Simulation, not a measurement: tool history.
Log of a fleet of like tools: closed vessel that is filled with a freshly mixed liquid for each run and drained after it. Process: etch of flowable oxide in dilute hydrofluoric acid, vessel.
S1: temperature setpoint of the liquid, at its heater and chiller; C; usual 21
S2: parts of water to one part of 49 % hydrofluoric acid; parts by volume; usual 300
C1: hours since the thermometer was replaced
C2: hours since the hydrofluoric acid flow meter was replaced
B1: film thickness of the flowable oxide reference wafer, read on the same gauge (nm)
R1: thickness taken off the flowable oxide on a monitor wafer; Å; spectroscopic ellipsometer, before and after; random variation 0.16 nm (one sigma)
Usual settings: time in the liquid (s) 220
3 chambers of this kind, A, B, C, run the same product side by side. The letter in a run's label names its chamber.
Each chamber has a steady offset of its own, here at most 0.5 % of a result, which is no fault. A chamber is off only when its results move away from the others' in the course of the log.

run 1B hour=14.7 | S1=21 S2=300 time_in_the_liquid_(s)=220 | C1=253.7 C2=633.4 | B1=140 | R1=155.64
run 2A hour=26.7 | S1=21 S2=300 time_in_the_liquid_(s)=220 | C1=1019.7 C2=892.5 | B1=139.99 | R1=154.21
run 3C hour=36.1 | S1=21 S2=300 time_in_the_liquid_(s)=220 | C1=360.8 C2=136.2 | B1=140.01 | R1=154.45
run 4C hour=45.9 | S1=21 S2=300 time_in_the_liquid_(s)=220 | C1=370.6 C2=146 | B1=140.02 | R1=156.16
run 5B hour=60.4 | S1=21 S2=300 time_in_the_liquid_(s)=220 | C1=299.4 C2=679.1 | B1=140.01 | R1=157.26
run 6A hour=73.2 | S1=21 S2=300 time_in_the_liquid_(s)=220 | C1=1066.2 C2=939 | B1=139.99 | R1=155.3
run 7A hour=89.2 | S1=21 S2=300 time_in_the_liquid_(s)=220 | C1=1082.2 C2=955 | B1=140.03 | R1=153.22
run 8B hour=99.4 | S1=21 S2=300 time_in_the_liquid_(s)=220 | C1=338.4 C2=718.1 | B1=139.99 | R1=155.52
run 9C hour=106.9 | S1=21 S2=300 time_in_the_liquid_(s)=220 | C1=431.6 C2=207 | B1=140.02 | R1=155.46
run 10A hour=119.3 | S1=21 S2=300 time_in_the_liquid_(s)=220 | C1=1112.3 C2=985.1 | B1=140.02 | R1=155.37
run 11B hour=127 | S1=21 S2=300 time_in_the_liquid_(s)=220 | C1=366 C2=745.7 | B1=140.02 | R1=155.82
run 12C hour=138 | S1=17 S2=300 time_in_the_liquid_(s)=160 | C1=462.7 C2=238.1 | B1=139.99 | R1=96.715
run 13C hour=151.9 | S1=17 S2=300 time_in_the_liquid_(s)=160 | C1=476.6 C2=252 | B1=139.97 | R1=98.271
run 14B hour=167.5 | S1=17 S2=300 time_in_the_liquid_(s)=160 | C1=406.5 C2=786.2 | B1=140.02 | R1=92.683
-- hour=171.2 chamber C: thermometer replaced
run 15A hour=176.5 | S1=21 S2=300 time_in_the_liquid_(s)=220 | C1=1169.5 C2=1042.3 | B1=139.97 | R1=155.18
run 16A hour=188 | S1=21 S2=300 time_in_the_liquid_(s)=220 | C1=1181 C2=1053.8 | B1=140 | R1=156.07
run 17C hour=199.6 | S1=21 S2=300 time_in_the_liquid_(s)=220 | C1=28.4 C2=299.7 | B1=140 | R1=155.58
run 18B hour=214.4 | S1=19 S2=365 time_in_the_liquid_(s)=220 | C1=453.4 C2=833.1 | B1=140 | R1=102.7
run 19C hour=224.5 | S1=19 S2=365 time_in_the_liquid_(s)=220 | C1=53.3 C2=324.6 | B1=139.99 | R1=111.15
run 20B hour=240.9 | S1=19 S2=365 time_in_the_liquid_(s)=220 | C1=479.9 C2=859.6 | B1=139.99 | R1=102.73
run 21A hour=257 | S1=21 S2=300 time_in_the_liquid_(s)=330 | C1=1250 C2=1122.8 | B1=139.98 | R1=232.36
run 22A hour=271.2 | S1=21 S2=300 time_in_the_liquid_(s)=330 | C1=1264.2 C2=1137 | B1=140.01 | R1=236.59
run 23C hour=287.3 | S1=21 S2=300 time_in_the_liquid_(s)=330 | C1=116.1 C2=387.4 | B1=140.01 | R1=234.82
run 24B hour=298.3 | S1=21 S2=300 time_in_the_liquid_(s)=220 | C1=537.3 C2=917 | B1=140.02 | R1=136.26

Next, every chamber runs the same settings. What will each give?
run 25A hour=310.2 | S1=17 S2=300 time_in_the_liquid_(s)=220 | R1=?
run 25B hour=310.2 | S1=17 S2=300 time_in_the_liquid_(s)=220 | R1=?
run 25C hour=310.2 | S1=17 S2=300 time_in_the_liquid_(s)=220 | R1=?

run=25A R1=133.72
run=25B R1=115.89
run=25C R1=133
